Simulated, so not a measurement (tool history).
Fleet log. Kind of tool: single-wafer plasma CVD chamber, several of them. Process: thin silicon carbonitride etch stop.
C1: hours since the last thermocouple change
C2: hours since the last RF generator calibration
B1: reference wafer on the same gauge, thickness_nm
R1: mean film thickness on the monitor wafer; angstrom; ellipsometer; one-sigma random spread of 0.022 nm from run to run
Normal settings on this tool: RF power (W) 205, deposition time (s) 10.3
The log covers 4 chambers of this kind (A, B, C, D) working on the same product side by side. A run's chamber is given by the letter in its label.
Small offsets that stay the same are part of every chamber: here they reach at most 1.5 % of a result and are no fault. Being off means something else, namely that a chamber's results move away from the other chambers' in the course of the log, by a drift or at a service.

{"hour": 5.6, "done": "chamber B: thermocouple changed; heater temperature recalibrated"}
{"run": "1B", "hour": 9.0, "RF power (W)": 205, "deposition time (s)": 10.3, "C1": 3.4, "C2": 440.6, "B1": 6.2651, "R1": 59.622}
{"run": "2A", "hour": 14.9, "RF power (W)": 205, "deposition time (s)": 10.3, "C1": 957.9, "C2": 445.1, "B1": 6.2693, "R1": 59.697}
{"run": "3D", "hour": 24.9, "RF power (W)": 205, "deposition time (s)": 10.3, "C1": 427.0, "C2": 1323.3, "B1": 6.2691, "R1": 59.544}
{"run": "4C", "hour": 32.7, "RF power (W)": 205, "deposition time (s)": 10.3, "C1": 898.8, "C2": 73.2, "B1": 6.2703, "R1": 58.699}
{"run": "5A", "hour": 42.3, "RF power (W)": 205, "deposition time (s)": 10.3, "C1": 985.3, "C2": 472.5, "B1": 6.2729, "R1": 59.924}
{"run": "6D", "hour": 47.4, "RF power (W)": 205, "deposition time (s)": 10.3, "C1": 449.5, "C2": 1345.8, "B1": 6.2668, "R1": 59.563}
{"run": "7B", "hour": 54.8, "RF power (W)": 185, "deposition time (s)": 11.5, "C1": 49.2, "C2": 486.4, "B1": 6.2707, "R1": 64.186}
{"run": "8C", "hour": 60.9, "RF power (W)": 185, "deposition time (s)": 11.5, "C1": 927.0, "C2": 101.4, "B1": 6.2668, "R1": 64.154}
{"run": "9A", "hour": 70.0, "RF power (W)": 185, "deposition time (s)": 11.5, "C1": 1013.0, "C2": 500.2, "B1": 6.2684, "R1": 65.09}
{"run": "10C", "hour": 79.3, "RF power (W)": 185, "deposition time (s)": 11.5, "C1": 945.4, "C2": 119.8, "B1": 6.2713, "R1": 64.742}
{"run": "11B", "hour": 84.1, "RF power (W)": 205, "deposition time (s)": 10.3, "C1": 78.5, "C2": 515.7, "B1": 6.2733, "R1": 59.658}
{"run": "12D", "hour": 90.4, "RF power (W)": 205, "deposition time (s)": 10.3, "C1": 492.5, "C2": 1388.8, "B1": 6.269, "R1": 59.446}
{"run": "13C", "hour": 100.3, "RF power (W)": 205, "deposition time (s)": 10.3, "C1": 966.4, "C2": 140.8, "B1": 6.2682, "R1": 59.332}
{"run": "14A", "hour": 105.0, "RF power (W)": 205, "deposition time (s)": 10.3, "C1": 1048.0, "C2": 535.2, "B1": 6.2677, "R1": 59.912}
{"hour": 109.4, "done": "chamber D: RF generator calibrated"}
{"run": "15B", "hour": 115.1, "RF power (W)": 205, "deposition time (s)": 10.3, "C1": 109.5, "C2": 546.7, "B1": 6.2688, "R1": 59.57}
{"run": "16D", "hour": 120.6, "RF power (W)": 205, "deposition time (s)": 10.3, "C1": 522.7, "C2": 11.2, "B1": 6.2675, "R1": 59.249}
{"run": "17B", "hour": 126.3, "RF power (W)": 205, "deposition time (s)": 10.3, "C1": 120.7, "C2": 557.9, "B1": 6.2697, "R1": 60.041}
{"run": "18C", "hour": 134.2, "RF power (W)": 205, "deposition time (s)": 10.3, "C1": 1000.3, "C2": 174.7, "B1": 6.2684, "R1": 59.228}
{"run": "19D", "hour": 139.5, "RF power (W)": 205, "deposition time (s)": 10.3, "C1": 541.6, "C2": 30.1, "B1": 6.2681, "R1": 59.685}
{"run": "20A", "hour": 146.6, "RF power (W)": 205, "deposition time (s)": 10.3, "C1": 1089.6, "C2": 576.8, "B1": 6.2675, "R1": 59.741}
{"run": "21A", "hour": 155.0, "RF power (W)": 205, "deposition time (s)": 10.3, "C1": 1098.0, "C2": 585.2, "B1": 6.2745, "R1": 60.211}
{"run": "22B", "hour": 165.1, "RF power (W)": 205, "deposition time (s)": 10.3, "C1": 159.5, "C2": 596.7, "B1": 6.2726, "R1": 59.962}
{"run": "23D", "hour": 174.4, "RF power (W)": 205, "deposition time (s)": 10.3, "C1": 576.5, "C2": 65.0, "B1": 6.2721, "R1": 59.321}
{"run": "24C", "hour": 180.9, "RF power (W)": 205, "deposition time (s)": 10.3, "C1": 1047.0, "C2": 221.4, "B1": 6.2723, "R1": 59.459}

Is one chamber out of step, is the gauge drifting, or do the chambers differ by no more than their own small offsets? For an off chamber, give its letter and the likeliest cause.

The fleet is healthy, with each chamber sitting at its usual small offset and no drift in the gauge.
